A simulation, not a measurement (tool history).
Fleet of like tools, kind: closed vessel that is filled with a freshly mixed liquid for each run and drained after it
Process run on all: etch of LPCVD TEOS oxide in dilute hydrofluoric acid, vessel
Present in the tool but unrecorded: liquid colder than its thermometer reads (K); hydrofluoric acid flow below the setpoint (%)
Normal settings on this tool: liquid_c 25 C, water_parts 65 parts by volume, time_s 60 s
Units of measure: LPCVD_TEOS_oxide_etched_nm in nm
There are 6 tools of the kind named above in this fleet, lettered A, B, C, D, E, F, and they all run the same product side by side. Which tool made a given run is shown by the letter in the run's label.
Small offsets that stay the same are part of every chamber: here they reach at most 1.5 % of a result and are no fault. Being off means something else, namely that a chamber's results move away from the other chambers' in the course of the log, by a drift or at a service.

| run | hour | liquid_c | water_parts | time_s | hours since the thermometer was replaced | hours since the hydrofluoric acid flow meter was replaced | read-back film thickness of the LPCVD TEOS oxide reference wafer, read on the same gauge (nm) | LPCVD_TEOS_oxide_etched_nm |
|---|---|---|---|---|---|---|---|---|
| 1F | 8.0 | 25 | 65 | 60 | 332.2 | 812.5 | 110.00 | 16.8370 |
| 2D | 17.8 | 25 | 65 | 60 | 1218.7 | 2208.0 | 109.98 | 16.9460 |
| 3B | 25.9 | 25 | 65 | 60 | 793.6 | 794.3 | 110.05 | 17.0390 |
| 4E | 33.6 | 25 | 65 | 60 | 1448.5 | 740.2 | 110.02 | 17.0190 |
| 5C | 40.9 | 25 | 65 | 60 | 1462.8 | 65.4 | 110.02 | 16.9740 |
| 6A | 49.9 | 25 | 65 | 60 | 249.3 | 1205.0 | 109.98 | 16.9990 |
| 7C | 55.7 | 25 | 65 | 60 | 1477.6 | 80.2 | 109.97 | 16.9210 |
| 8E | 67.0 | 25 | 65 | 60 | 1481.9 | 773.6 | 110.06 | 16.9880 |
| 9B | 75.7 | 25 | 65 | 60 | 843.4 | 844.1 | 109.95 | 17.1530 |
| 10A | 85.4 | 25 | 65 | 60 | 284.8 | 1240.5 | 109.99 | 17.0380 |
| 11F | 97.4 | 25 | 65 | 60 | 421.6 | 901.9 | 110.01 | 16.8360 |
| 12D | 106.1 | 25 | 65 | 60 | 1307.0 | 2296.3 | 109.96 | 16.9630 |
| 13A | 112.1 | 25 | 65 | 35 | 311.5 | 1267.2 | 110.01 | 9.8835 |
| 14C | 118.2 | 25 | 65 | 35 | 1540.1 | 142.7 | 109.95 | 9.8827 |
|  | 130.1 | chamber D: thermometer replaced |
| 15E | 130.3 | 25 | 65 | 35 | 1545.2 | 836.9 | 109.99 | 9.9203 |
| 16B | 136.1 | 25 | 65 | 35 | 903.8 | 904.5 | 109.98 | 9.9009 |
| 17F | 142.0 | 25 | 65 | 35 | 466.2 | 946.5 | 109.96 | 9.7791 |
| 18D | 147.6 | 25 | 65 | 35 | 17.5 | 2337.8 | 109.99 | 9.8759 |
|  | 148.6 | chamber D: hydrofluoric acid flow meter replaced |
| 19C | 156.4 | 25 | 65 | 60 | 1578.3 | 180.9 | 109.97 | 16.8640 |
| 20D | 168.7 | 25 | 65 | 60 | 38.6 | 20.2 | 109.97 | 16.9510 |
| 21E | 174.3 | 29 | 50 | 60 | 1589.2 | 880.9 | 109.99 | 26.3670 |
| 22B | 181.5 | 29 | 50 | 60 | 949.2 | 949.9 | 110.02 | 26.5550 |
| 23A | 191.4 | 29 | 50 | 60 | 390.8 | 1346.5 | 110.03 | 26.2190 |
| 24F | 200.8 | 29 | 50 | 60 | 525.0 | 1005.3 | 110.02 | 26.3990 |
| 25C | 207.3 | 29 | 50 | 60 | 1629.2 | 231.8 | 110.00 | 26.1600 |
| 26A | 217.5 | 29 | 50 | 60 | 416.9 | 1372.6 | 110.03 | 26.3760 |
| 27E | 225.2 | 25 | 65 | 60 | 1640.1 | 931.8 | 109.99 | 17.0470 |
|  | 233.6 | chamber C: thermometer replaced |
| 28D | 237.2 | 25 | 65 | 60 | 107.1 | 88.7 | 109.97 | 16.8770 |
| 29F | 242.6 | 25 | 50 | 85 | 566.8 | 1047.1 | 109.98 | 31.6960 |
| 30B | 249.0 | 25 | 50 | 85 | 1016.7 | 1017.4 | 110.02 | 32.1610 |
| 31E | 258.0 | 25 | 50 | 85 | 1672.9 | 964.6 | 109.99 | 31.6090 |
| 32B | 264.1 | 25 | 50 | 85 | 1031.8 | 1032.5 | 109.99 | 31.7280 |
| 33C | 271.9 | 25 | 50 | 85 | 38.4 | 296.4 | 110.00 | 31.8290 |
| 34F | 277.2 | 25 | 50 | 85 | 601.4 | 1081.7 | 109.99 | 31.6310 |
| 35A | 287.7 | 25 | 65 | 60 | 487.1 | 1442.8 | 110.06 | 16.9640 |
| 36D | 294.9 | 25 | 65 | 60 | 164.8 | 146.4 | 109.97 | 16.8790 |
| 37F | 300.5 | 25 | 35 | 60 | 624.7 | 1105.0 | 110.05 | 32.7240 |

All chambers now run identical settings, listed one chamber a line with results as question marks. What results will each chamber show?
| 38A | 309.3 | 25 | 65 | 60 |  |  |  | ? |
| 38B | 309.3 | 25 | 65 | 60 |  |  |  | ? |
| 38C | 309.3 | 25 | 65 | 60 |  |  |  | ? |
| 38D | 309.3 | 25 | 65 | 60 |  |  |  | ? |
| 38E | 309.3 | 25 | 65 | 60 |  |  |  | ? |
| 38F | 309.3 | 25 | 65 | 60 |  |  |  | ? |

| run | LPCVD_TEOS_oxide_etched_nm |
|---|---|
| 38A | 17.0280 |
| 38B | 17.0850 |
| 38C | 16.7790 |
| 38D | 16.9770 |
| 38E | 17.0040 |
| 38F | 16.7880 |

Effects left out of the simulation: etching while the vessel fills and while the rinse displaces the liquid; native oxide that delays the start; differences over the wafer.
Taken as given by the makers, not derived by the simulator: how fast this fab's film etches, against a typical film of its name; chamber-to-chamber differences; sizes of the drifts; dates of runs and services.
